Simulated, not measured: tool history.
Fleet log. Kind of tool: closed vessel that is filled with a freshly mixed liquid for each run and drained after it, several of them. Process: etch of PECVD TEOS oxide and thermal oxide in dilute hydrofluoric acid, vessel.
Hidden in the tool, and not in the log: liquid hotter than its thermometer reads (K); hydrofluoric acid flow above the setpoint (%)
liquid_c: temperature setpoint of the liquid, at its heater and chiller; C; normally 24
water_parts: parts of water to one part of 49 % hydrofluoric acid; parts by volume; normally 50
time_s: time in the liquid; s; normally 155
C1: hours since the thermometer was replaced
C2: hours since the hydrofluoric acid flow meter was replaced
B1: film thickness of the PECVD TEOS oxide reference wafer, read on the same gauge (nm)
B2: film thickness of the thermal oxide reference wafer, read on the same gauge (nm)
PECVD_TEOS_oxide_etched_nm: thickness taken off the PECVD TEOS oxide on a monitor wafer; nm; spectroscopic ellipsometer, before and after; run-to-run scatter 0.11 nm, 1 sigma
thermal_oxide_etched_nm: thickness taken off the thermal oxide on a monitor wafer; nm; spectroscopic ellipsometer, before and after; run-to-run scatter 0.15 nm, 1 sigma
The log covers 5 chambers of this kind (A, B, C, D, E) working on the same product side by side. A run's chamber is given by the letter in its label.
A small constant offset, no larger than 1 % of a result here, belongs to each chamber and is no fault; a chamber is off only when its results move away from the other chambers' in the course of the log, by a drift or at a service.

{"run": "1B", "hour": 9.4, "liquid_c": 24, "water_parts": 50, "time_s": 155, "C1": 62.2, "C2": 621.2, "B1": 59.992, "B2": 149.98, "PECVD_TEOS_oxide_etched_nm": 30.208, "thermal_oxide_etched_nm": 15.822}
{"run": "2E", "hour": 20.2, "liquid_c": 24, "water_parts": 50, "time_s": 155, "C1": 434.2, "C2": 1911.5, "B1": 60.009, "B2": 149.99, "PECVD_TEOS_oxide_etched_nm": 30.034, "thermal_oxide_etched_nm": 15.949}
{"run": "3A", "hour": 31.0, "liquid_c": 24, "water_parts": 50, "time_s": 155, "C1": 1867.1, "C2": 93, "B1": 59.981, "B2": 149.99, "PECVD_TEOS_oxide_etched_nm": 30.165, "thermal_oxide_etched_nm": 15.85}
{"run": "4D", "hour": 43.6, "liquid_c": 24, "water_parts": 50, "time_s": 155, "C1": 2393.1, "C2": 336.5, "B1": 60.009, "B2": 150.02, "PECVD_TEOS_oxide_etched_nm": 30.199, "thermal_oxide_etched_nm": 15.817}
{"run": "5C", "hour": 55.9, "liquid_c": 24, "water_parts": 50, "time_s": 155, "C1": 986.4, "C2": 760.1, "B1": 59.992, "B2": 150, "PECVD_TEOS_oxide_etched_nm": 30.865, "thermal_oxide_etched_nm": 16.219}
{"run": "6D", "hour": 63.9, "liquid_c": 24, "water_parts": 50, "time_s": 155, "C1": 2413.4, "C2": 356.8, "B1": 59.981, "B2": 150.04, "PECVD_TEOS_oxide_etched_nm": 30.318, "thermal_oxide_etched_nm": 16.049}
{"run": "7E", "hour": 74.4, "liquid_c": 24, "water_parts": 50, "time_s": 155, "C1": 488.4, "C2": 1965.7, "B1": 60.013, "B2": 150, "PECVD_TEOS_oxide_etched_nm": 30.095, "thermal_oxide_etched_nm": 15.902}
{"run": "8B", "hour": 86.0, "liquid_c": 24, "water_parts": 50, "time_s": 155, "C1": 138.8, "C2": 697.8, "B1": 60.017, "B2": 150, "PECVD_TEOS_oxide_etched_nm": 30.444, "thermal_oxide_etched_nm": 15.903}
{"run": "9C", "hour": 94.3, "liquid_c": 24, "water_parts": 50, "time_s": 155, "C1": 1024.8, "C2": 798.5, "B1": 59.982, "B2": 149.97, "PECVD_TEOS_oxide_etched_nm": 30.924, "thermal_oxide_etched_nm": 16.113}
{"run": "10A", "hour": 105.4, "liquid_c": 24, "water_parts": 50, "time_s": 155, "C1": 1941.5, "C2": 167.4, "B1": 59.984, "B2": 150.01, "PECVD_TEOS_oxide_etched_nm": 30.048, "thermal_oxide_etched_nm": 15.973}
{"run": "11D", "hour": 115.9, "liquid_c": 24, "water_parts": 50, "time_s": 155, "C1": 2465.4, "C2": 408.8, "B1": 60.021, "B2": 149.94, "PECVD_TEOS_oxide_etched_nm": 30.489, "thermal_oxide_etched_nm": 15.659}
{"run": "12A", "hour": 126.1, "liquid_c": 24, "water_parts": 50, "time_s": 155, "C1": 1962.2, "C2": 188.1, "B1": 60.015, "B2": 150.04, "PECVD_TEOS_oxide_etched_nm": 30.112, "thermal_oxide_etched_nm": 15.858}
{"run": "13E", "hour": 132.5, "liquid_c": 24, "water_parts": 50, "time_s": 155, "C1": 546.5, "C2": 2023.8, "B1": 59.986, "B2": 149.98, "PECVD_TEOS_oxide_etched_nm": 30.19, "thermal_oxide_etched_nm": 15.757}
{"run": "14B", "hour": 141.1, "liquid_c": 24, "water_parts": 50, "time_s": 155, "C1": 193.9, "C2": 752.9, "B1": 59.953, "B2": 149.96, "PECVD_TEOS_oxide_etched_nm": 30.314, "thermal_oxide_etched_nm": 15.878}
{"run": "15C", "hour": 150.7, "liquid_c": 24, "water_parts": 50, "time_s": 155, "C1": 1081.2, "C2": 854.9, "B1": 59.993, "B2": 150.04, "PECVD_TEOS_oxide_etched_nm": 30.719, "thermal_oxide_etched_nm": 16.106}
{"run": "16D", "hour": 158.3, "liquid_c": 24, "water_parts": 50, "time_s": 155, "C1": 2507.8, "C2": 451.2, "B1": 59.966, "B2": 150, "PECVD_TEOS_oxide_etched_nm": 30.421, "thermal_oxide_etched_nm": 15.799}
{"run": "17E", "hour": 171.1, "liquid_c": 24, "water_parts": 50, "time_s": 155, "C1": 585.1, "C2": 2062.4, "B1": 60.015, "B2": 149.96, "PECVD_TEOS_oxide_etched_nm": 30.233, "thermal_oxide_etched_nm": 16.197}
{"run": "18A", "hour": 177.7, "liquid_c": 24, "water_parts": 50, "time_s": 155, "C1": 2013.8, "C2": 239.7, "B1": 59.993, "B2": 150.03, "PECVD_TEOS_oxide_etched_nm": 30.129, "thermal_oxide_etched_nm": 16.004}
{"run": "19C", "hour": 186.0, "liquid_c": 20.5, "water_parts": 35, "time_s": 155, "C1": 1116.5, "C2": 890.2, "B1": 59.98, "B2": 149.96, "PECVD_TEOS_oxide_etched_nm": 38.852, "thermal_oxide_etched_nm": 20.124}
{"run": "20B", "hour": 199.0, "liquid_c": 20.5, "water_parts": 35, "time_s": 155, "C1": 251.8, "C2": 810.8, "B1": 60.006, "B2": 150.02, "PECVD_TEOS_oxide_etched_nm": 38.02, "thermal_oxide_etched_nm": 20.33}
{"run": "21C", "hour": 208.8, "liquid_c": 20.5, "water_parts": 35, "time_s": 155, "C1": 1139.3, "C2": 913, "B1": 59.975, "B2": 150.02, "PECVD_TEOS_oxide_etched_nm": 39.171, "thermal_oxide_etched_nm": 20.093}
{"run": "22A", "hour": 220.5, "liquid_c": 20.5, "water_parts": 35, "time_s": 155, "C1": 2056.6, "C2": 282.5, "B1": 60.026, "B2": 150, "PECVD_TEOS_oxide_etched_nm": 37.637, "thermal_oxide_etched_nm": 19.847}
{"hour": 225.6, "done": "chamber D: hydrofluoric acid flow meter replaced"}
{"run": "23D", "hour": 232.5, "liquid_c": 20.5, "water_parts": 35, "time_s": 155, "C1": 2582, "C2": 6.9, "B1": 60.035, "B2": 150, "PECVD_TEOS_oxide_etched_nm": 37.775, "thermal_oxide_etched_nm": 20.118}
{"run": "24B", "hour": 240.3, "liquid_c": 24, "water_parts": 50, "time_s": 155, "C1": 293.1, "C2": 852.1, "B1": 60.02, "B2": 150, "PECVD_TEOS_oxide_etched_nm": 30.205, "thermal_oxide_etched_nm": 15.907}
{"hour": 242.0, "done": "chamber B: hydrofluoric acid flow meter replaced"}
{"run": "25E", "hour": 249.0, "liquid_c": 24, "water_parts": 50, "time_s": 155, "C1": 663, "C2": 2140.3, "B1": 59.979, "B2": 150, "PECVD_TEOS_oxide_etched_nm": 30.028, "thermal_oxide_etched_nm": 15.784}
{"run": "26A", "hour": 261.4, "liquid_c": 24, "water_parts": 50, "time_s": 155, "C1": 2097.5, "C2": 323.4, "B1": 60.015, "B2": 149.98, "PECVD_TEOS_oxide_etched_nm": 30.009, "thermal_oxide_etched_nm": 15.603}
{"run": "27C", "hour": 268.2, "liquid_c": 24, "water_parts": 35, "time_s": 155, "C1": 1198.7, "C2": 972.4, "B1": 59.972, "B2": 149.94, "PECVD_TEOS_oxide_etched_nm": 44.941, "thermal_oxide_etched_nm": 23.476}
{"run": "28E", "hour": 279.5, "liquid_c": 24, "water_parts": 35, "time_s": 155, "C1": 693.5, "C2": 2170.8, "B1": 59.991, "B2": 149.98, "PECVD_TEOS_oxide_etched_nm": 43.667, "thermal_oxide_etched_nm": 23.077}
{"hour": 282.0, "done": "chamber A: thermometer replaced"}
{"run": "29D", "hour": 291.0, "liquid_c": 24, "water_parts": 35, "time_s": 155, "C1": 2640.5, "C2": 65.4, "B1": 59.994, "B2": 150.01, "PECVD_TEOS_oxide_etched_nm": 43.923, "thermal_oxide_etched_nm": 23.305}
{"run": "30B", "hour": 300.0, "liquid_c": 24, "water_parts": 35, "time_s": 155, "C1": 352.8, "C2": 58.1, "B1": 59.991, "B2": 150, "PECVD_TEOS_oxide_etched_nm": 44.3, "thermal_oxide_etched_nm": 23.726}
{"run": "31B", "hour": 311.2, "liquid_c": 24, "water_parts": 35, "time_s": 155, "C1": 364, "C2": 69.3, "B1": 60.023, "B2": 149.99, "PECVD_TEOS_oxide_etched_nm": 44.202, "thermal_oxide_etched_nm": 23.177}
{"run": "32E", "hour": 318.8, "liquid_c": 24, "water_parts": 50, "time_s": 155, "C1": 732.8, "C2": 2210.1, "B1": 60.007, "B2": 149.96, "PECVD_TEOS_oxide_etched_nm": 30.09, "thermal_oxide_etched_nm": 15.89}
{"run": "33D", "hour": 325.7, "liquid_c": 24, "water_parts": 50, "time_s": 80, "C1": 2675.2, "C2": 100.1, "B1": 60.012, "B2": 150.01, "PECVD_TEOS_oxide_etched_nm": 15.606, "thermal_oxide_etched_nm": 8.2071}
{"run": "34C", "hour": 332.3, "liquid_c": 24, "water_parts": 50, "time_s": 80, "C1": 1262.8, "C2": 1036.5, "B1": 59.995, "B2": 149.98, "PECVD_TEOS_oxide_etched_nm": 15.903, "thermal_oxide_etched_nm": 8.2845}
{"run": "35A", "hour": 341.6, "liquid_c": 24, "water_parts": 50, "time_s": 80, "C1": 59.7, "C2": 403.6, "B1": 60.019, "B2": 150.02, "PECVD_TEOS_oxide_etched_nm": 15.484, "thermal_oxide_etched_nm": 8.2143}
{"hour": 350.1, "done": "chamber E: thermometer replaced"}
{"run": "36C", "hour": 350.9, "liquid_c": 24, "water_parts": 50, "time_s": 80, "C1": 1281.4, "C2": 1055.1, "B1": 60.023, "B2": 150.03, "PECVD_TEOS_oxide_etched_nm": 15.831, "thermal_oxide_etched_nm": 8.1723}
{"run": "37E", "hour": 361.6, "liquid_c": 24, "water_parts": 50, "time_s": 80, "C1": 11.5, "C2": 2252.9, "B1": 59.995, "B2": 149.98, "PECVD_TEOS_oxide_etched_nm": 15.534, "thermal_oxide_etched_nm": 8.0971}
{"run": "38D", "hour": 372.5, "liquid_c": 24, "water_parts": 50, "time_s": 155, "C1": 2722, "C2": 146.9, "B1": 60.01, "B2": 150.04, "PECVD_TEOS_oxide_etched_nm": 30.137, "thermal_oxide_etched_nm": 15.58}
{"run": "39A", "hour": 380.7, "liquid_c": 24, "water_parts": 50, "time_s": 155, "C1": 98.8, "C2": 442.7, "B1": 60.001, "B2": 149.99, "PECVD_TEOS_oxide_etched_nm": 30.132, "thermal_oxide_etched_nm": 15.868}
{"run": "40B", "hour": 393.4, "liquid_c": 24, "water_parts": 50, "time_s": 155, "C1": 446.2, "C2": 151.5, "B1": 60.004, "B2": 149.97, "PECVD_TEOS_oxide_etched_nm": 30.188, "thermal_oxide_etched_nm": 16.082}
{"run": "41B", "hour": 401.6, "liquid_c": 24, "water_parts": 50, "time_s": 155, "C1": 454.4, "C2": 159.7, "B1": 60.002, "B2": 150.03, "PECVD_TEOS_oxide_etched_nm": 29.959, "thermal_oxide_etched_nm": 15.793}
{"run": "42C", "hour": 413.6, "liquid_c": 24, "water_parts": 50, "time_s": 155, "C1": 1344.1, "C2": 1117.8, "B1": 60.024, "B2": 149.99, "PECVD_TEOS_oxide_etched_nm": 30.484, "thermal_oxide_etched_nm": 15.882}
{"run": "43E", "hour": 426.6, "liquid_c": 24, "water_parts": 50, "time_s": 155, "C1": 76.5, "C2": 2317.9, "B1": 60.001, "B2": 149.97, "PECVD_TEOS_oxide_etched_nm": 30.193, "thermal_oxide_etched_nm": 15.969}
{"run": "44A", "hour": 432.5, "liquid_c": 24, "water_parts": 50, "time_s": 155, "C1": 150.6, "C2": 494.5, "B1": 60.008, "B2": 150, "PECVD_TEOS_oxide_etched_nm": 30.176, "thermal_oxide_etched_nm": 15.646}

Which is it: a chamber that has drifted or been left off by a service, a gauge drift common to all chambers, or only each chamber's usual small offset? If a chamber is off, name it and its likeliest cause.

All chambers stay in line apart from their small fixed offsets, and the gauge does not drift.

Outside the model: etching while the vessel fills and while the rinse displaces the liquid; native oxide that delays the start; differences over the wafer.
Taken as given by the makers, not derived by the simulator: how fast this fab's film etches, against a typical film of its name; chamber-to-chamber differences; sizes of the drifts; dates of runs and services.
